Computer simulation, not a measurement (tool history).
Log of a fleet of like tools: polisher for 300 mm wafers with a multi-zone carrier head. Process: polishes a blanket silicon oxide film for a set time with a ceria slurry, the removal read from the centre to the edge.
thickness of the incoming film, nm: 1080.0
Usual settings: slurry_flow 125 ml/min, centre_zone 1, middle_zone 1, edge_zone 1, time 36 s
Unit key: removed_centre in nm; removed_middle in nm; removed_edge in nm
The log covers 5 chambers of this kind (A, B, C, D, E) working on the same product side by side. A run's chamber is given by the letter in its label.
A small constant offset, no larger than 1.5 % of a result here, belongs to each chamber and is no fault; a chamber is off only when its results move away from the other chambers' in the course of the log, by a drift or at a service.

run,hour,slurry_flow,centre_zone,middle_zone,edge_zone,time,wafers polished on this pad,hours since the slurry nozzle was cleaned,hours since the centre zone pressure was calibrated,hours since the edge zone pressure was calibrated,removed_centre,removed_middle,removed_edge
# hour 8.9: chamber E: worn pad replaced by a new one
1A,15.4,125,1,1,1,36,1062,138.0,437.6,283.5,174.66,171.84,175.47
2D,24.8,125,1,1,1,36,713,448.7,332.2,396.1,173.46,180.01,176.92
3E,35.0,125,1,1,1,36,387,318.3,551.4,117.4,175.06,178.46,177.48
# hour 36.0: chamber A: worn pad replaced by a new one
# hour 36.1: chamber B: worn pad replaced by a new one
4C,47.0,125,1,1,1,36,937,269.2,710.1,1246.5,177.40,175.12,176.25
# hour 54.8: chamber B: edge zone pressure recalibrated
5B,58.6,125,1,1,1,36,334,304.4,756.5,3.9,176.10,175.18,177.23
6E,71.9,125,1,1,1,36,935,355.2,588.3,154.3,177.23,176.77,175.12
# hour 72.6: chamber C: worn pad replaced by a new one
# hour 74.6: chamber D: worn pad replaced by a new one
# hour 74.7: chamber A: edge zone pressure recalibrated
7B,85.4,125,1,1,1,36,731,331.2,783.3,30.7,178.69,175.74,177.28
8C,94.8,125,1,1,1,36,329,317.0,757.9,1294.3,174.07,176.02,173.63
# hour 97.4: chamber E: worn pad replaced by a new one
9D,108.7,125,1,1,1,36,507,532.6,416.1,480.0,176.08,176.65,178.50
10A,122.3,125,1,1,1,36,1280,244.9,544.5,47.6,174.40,176.38,175.02
# hour 126.7: chamber D: edge zone pressure recalibrated
# hour 131.9: chamber A: worn pad replaced by a new one
# hour 132.0: chamber B: worn pad replaced by a new one
11E,133.1,125,1,1,1,36,530,416.4,649.5,215.5,174.97,179.91,174.99
# hour 142.5: chamber B: centre zone pressure recalibrated
12B,147.7,125,1,1,1,36,234,393.5,5.2,93.0,177.69,175.46,178.17
# hour 152.4: chamber C: edge zone pressure recalibrated
13A,163.6,125,1,1,1,36,470,286.2,585.8,88.9,177.89,175.74,175.12
# hour 168.6: chamber D: worn pad replaced by a new one
# hour 169.6: chamber B: slurry nozzle cleaned
# hour 171.6: chamber C: worn pad replaced by a new one
14D,172.3,125,1,1,1,36,55,596.2,479.7,45.7,172.15,176.48,178.21
15C,179.5,125,1,1,1,36,117,401.7,842.6,27.1,174.60,175.30,174.00
16E,186.7,125,1,1,1,30,1325,470.0,703.1,269.1,146.01,150.03,147.84
17C,194.4,125,1,1,1,30,339,416.6,857.5,42.0,148.24,147.91,145.48
# hour 202.4: chamber A: centre zone pressure recalibrated
# hour 207.3: chamber E: slurry nozzle cleaned
# hour 208.4: chamber E: worn pad replaced by a new one
18D,208.6,125,1,1,1,30,593,632.5,516.0,82.0,147.03,148.15,147.43
19A,219.9,125,1,1,1,30,1306,342.5,17.6,145.2,145.20,144.53,144.50
# hour 226.5: chamber B: worn pad replaced by a new one
20B,229.2,125,1,1,1,30,40,59.7,86.7,174.5,146.54,145.21,146.31
21A,240.5,125,1,1,1,36,1611,363.1,38.2,165.8,175.64,175.29,174.61
# hour 247.2: chamber A: worn pad replaced by a new one
22C,250.4,85,1,1,1,41,1169,472.6,913.5,98.0,178.43,181.04,185.04
# hour 254.1: chamber C: centre zone pressure recalibrated
23D,261.7,85,1,1,1,41,1381,685.6,569.1,135.1,175.92,181.77,186.98
# hour 268.5: chamber C: slurry nozzle cleaned
# hour 276.1: chamber C: worn pad replaced by a new one
24E,276.8,85,1,1,1,41,1015,69.5,793.2,359.2,179.48,180.40,187.44
# hour 279.4: chamber D: worn pad replaced by a new one
# hour 279.6: chamber E: centre zone pressure recalibrated
25B,287.9,85,1,1,1,41,911,118.4,145.4,233.2,179.71,178.56,188.41
26E,297.6,85,1,1,1,41,1324,90.3,18.0,380.0,164.48,181.88,186.85
# hour 312.4: chamber B: edge zone pressure recalibrated
# hour 312.6: chamber E: worn pad replaced by a new one
27B,313.5,125,1,1,1,36,1291,144.0,171.0,1.2,175.19,172.68,175.95
# hour 319.8: chamber B: worn pad replaced by a new one
28C,325.0,125,1,1,1,36,725,56.6,71.0,172.6,176.86,176.16,174.40
29A,332.2,125,1,1,1,36,1262,454.8,129.9,257.5,176.56,175.30,174.79
30D,340.2,125,1,1,1,36,902,764.1,647.6,213.6,174.69,174.83,176.74
# hour 346.2: chamber A: worn pad replaced by a new one
31A,347.9,125,1,1,1,36,26,470.5,145.6,273.2,176.96,176.44,175.44
# hour 363.8: chamber D: worn pad replaced by a new one
32C,364.1,125,1,1,1,36,1305,95.7,110.1,211.7,175.80,174.55,174.47
# hour 369.2: chamber C: worn pad replaced by a new one
33D,380.1,125,1,1,1,36,242,804.0,687.5,253.5,175.15,174.85,176.44
# hour 387.6: chamber A: slurry nozzle cleaned
34E,388.8,125,1,1,1,36,1130,181.5,109.2,471.2,161.32,175.81,176.19
# hour 392.6: chamber D: slurry nozzle cleaned
35B,402.8,125,1,1,1,36,1231,233.3,260.3,90.5,178.79,175.58,174.90
36E,412.2,125,1,1,1,36,1477,204.9,132.6,494.6,160.97,177.70,175.92
# hour 419.3: chamber A: edge zone pressure recalibrated
# hour 423.9: chamber E: worn pad replaced by a new one
# hour 425.0: chamber B: worn pad replaced by a new one
37D,425.5,125,1,1,1,36,916,32.9,732.9,298.9,173.73,177.22,177.02
38A,435.5,125,1,1,1,36,1326,48.0,233.2,16.2,176.09,171.72,173.13
# hour 439.2: chamber A: worn pad replaced by a new one
39C,445.1,125,1,1,1,36,1127,176.7,191.1,292.7,178.30,174.24,174.05
# hour 453.4: chamber D: worn pad replaced by a new one
40B,455.5,125,1,1,1,36,453,286.0,313.0,143.2,179.53,177.50,179.15
41E,468.4,125,1,1,1,36,661,261.1,188.8,550.8,161.48,176.47,175.77
42A,479.6,125,1,1,1,36,599,92.1,277.3,60.3,176.45,177.73,175.00
43D,488.5,125,1,1,1,36,521,95.9,795.9,361.9,174.63,177.54,177.49

Each of the 5 chambers runs these same settings next. Fill in every chamber's results:
44A,500.3,125,1,1,1,36,,,,,?,?,?
44B,500.3,125,1,1,1,36,,,,,?,?,?
44C,500.3,125,1,1,1,36,,,,,?,?,?
44D,500.3,125,1,1,1,36,,,,,?,?,?
44E,500.3,125,1,1,1,36,,,,,?,?,?

run,removed_centre,removed_middle,removed_edge
44A,176.85,173.59,178.12
44B,175.71,175.73,176.52
44C,176.25,178.46,172.85
44D,174.24,176.66,176.00
44E,162.61,178.39,175.94
